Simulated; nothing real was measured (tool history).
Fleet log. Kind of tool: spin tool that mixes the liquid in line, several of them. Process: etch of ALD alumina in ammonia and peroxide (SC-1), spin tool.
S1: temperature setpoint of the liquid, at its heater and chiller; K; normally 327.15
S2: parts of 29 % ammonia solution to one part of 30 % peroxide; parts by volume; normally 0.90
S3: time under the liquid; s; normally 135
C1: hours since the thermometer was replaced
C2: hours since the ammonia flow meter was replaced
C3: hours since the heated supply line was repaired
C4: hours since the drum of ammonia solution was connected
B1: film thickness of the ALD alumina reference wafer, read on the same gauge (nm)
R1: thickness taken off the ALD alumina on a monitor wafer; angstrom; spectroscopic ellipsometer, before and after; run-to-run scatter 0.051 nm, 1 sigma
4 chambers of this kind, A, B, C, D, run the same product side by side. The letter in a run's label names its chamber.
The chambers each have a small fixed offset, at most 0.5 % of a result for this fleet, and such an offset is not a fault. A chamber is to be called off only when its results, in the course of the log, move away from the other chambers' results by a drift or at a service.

run   hour      S1    S2   S3      C1      C2      C3     C4      B1       R1
       6.4  -- chamber C: new drum of ammonia solution connected
 1D    9.9  327.15  0.90  135   199.6   651.8   277.4  167.5  60.000  110.100
 2A   18.1  327.15  0.90  135    31.6   659.6  1126.9  539.7  59.995  110.360
 3B   30.2  327.15  0.90  135   178.2   676.6  1446.2   58.2  59.990  109.120
 4C   36.7  327.15  0.90  135   862.8   917.5  1149.4   30.3  59.984  109.380
 5B   48.6  327.15  0.90  135   196.6   695.0  1464.6   76.6  59.987  109.300
 6D   60.2  327.15  0.90  135   249.9   702.1   327.7  217.8  60.017  109.370
 7A   70.4  327.15  0.90  135    83.9   711.9  1179.2  592.0  60.010  109.520
 8C   80.9  327.15  0.90  135   907.0   961.7  1193.6   74.5  59.987  108.800
      90.6  -- chamber A: ammonia flow meter replaced
      92.4  -- chamber A: new drum of ammonia solution connected
 9D   93.4  332.65  0.90  135   283.1   735.3   360.9  251.0  59.996  145.670
10A  103.9  332.65  0.90  135   117.4    13.4  1212.7   11.6  60.007  146.650
11B  116.0  332.65  0.90  135   264.0   762.4  1532.0  144.0  60.006  146.800
12C  125.5  332.65  0.90  135   951.6  1006.3  1238.2  119.1  60.015  146.410
13B  135.8  327.15  0.55  135   283.8   782.2  1551.8  163.8  59.986  104.610
14C  147.2  327.15  0.55  135   973.3  1028.0  1259.9  140.8  60.006  104.010
15D  158.7  327.15  0.55  135   348.4   800.6   426.2  316.3  59.984  104.520
16A  165.2  327.15  0.55  135   178.7    74.7  1274.0   72.9  59.979  105.220
17B  173.3  327.15  0.90  135   321.3   819.7  1589.3  201.3  60.007  109.390
18A  185.6  333.65  0.90   55   199.1    95.1  1294.4   93.3  59.982   63.475
19D  198.3  333.65  0.90   55   388.0   840.2   465.8  355.9  60.033   62.527
20C  205.1  333.65  0.90   55  1031.2  1085.9  1317.8  198.7  59.998   63.548
21A  215.6  333.65  0.90   55   229.1   125.1  1324.4  123.3  59.981   62.912
22C  226.9  327.15  0.90  135  1053.0  1107.7  1339.6  220.5  60.002  109.650
23D  235.7  327.15  0.90  135   425.4   877.6   503.2  393.3  60.023  109.680
24B  241.7  327.15  0.90  135   389.7   888.1  1657.7  269.7  60.000  109.840
     251.3  -- chamber D: new drum of ammonia solution connected
25B  252.1  327.15  0.90  135   400.1   898.5  1668.1  280.1  60.006  109.130
26C  261.3  327.15  0.60  135  1087.4  1142.1  1374.0  254.9  59.991  104.410
27A  274.6  327.15  0.60  135   288.1   184.1  1383.4  182.3  59.995  105.470
28D  280.9  327.15  0.60  135   470.6   922.8   548.4   29.6  59.997  105.500
29C  293.3  327.15  0.60  135  1119.4  1174.1  1406.0  286.9  60.006  105.230
30B  299.9  327.15  1.20  185   447.9   946.3  1715.9  327.9  60.001  154.000
31D  309.9  327.15  1.20  185   499.6   951.8   577.4   58.6  59.996  155.990

Decide between three cases: one chamber stands off from its peers, the gauge reading all wafers drifts, or nothing is wrong past each chamber's small offset. Where a chamber is off, say which and what most likely put it there.

No chamber stands off beyond its own small offset, and the gauge holds steady.
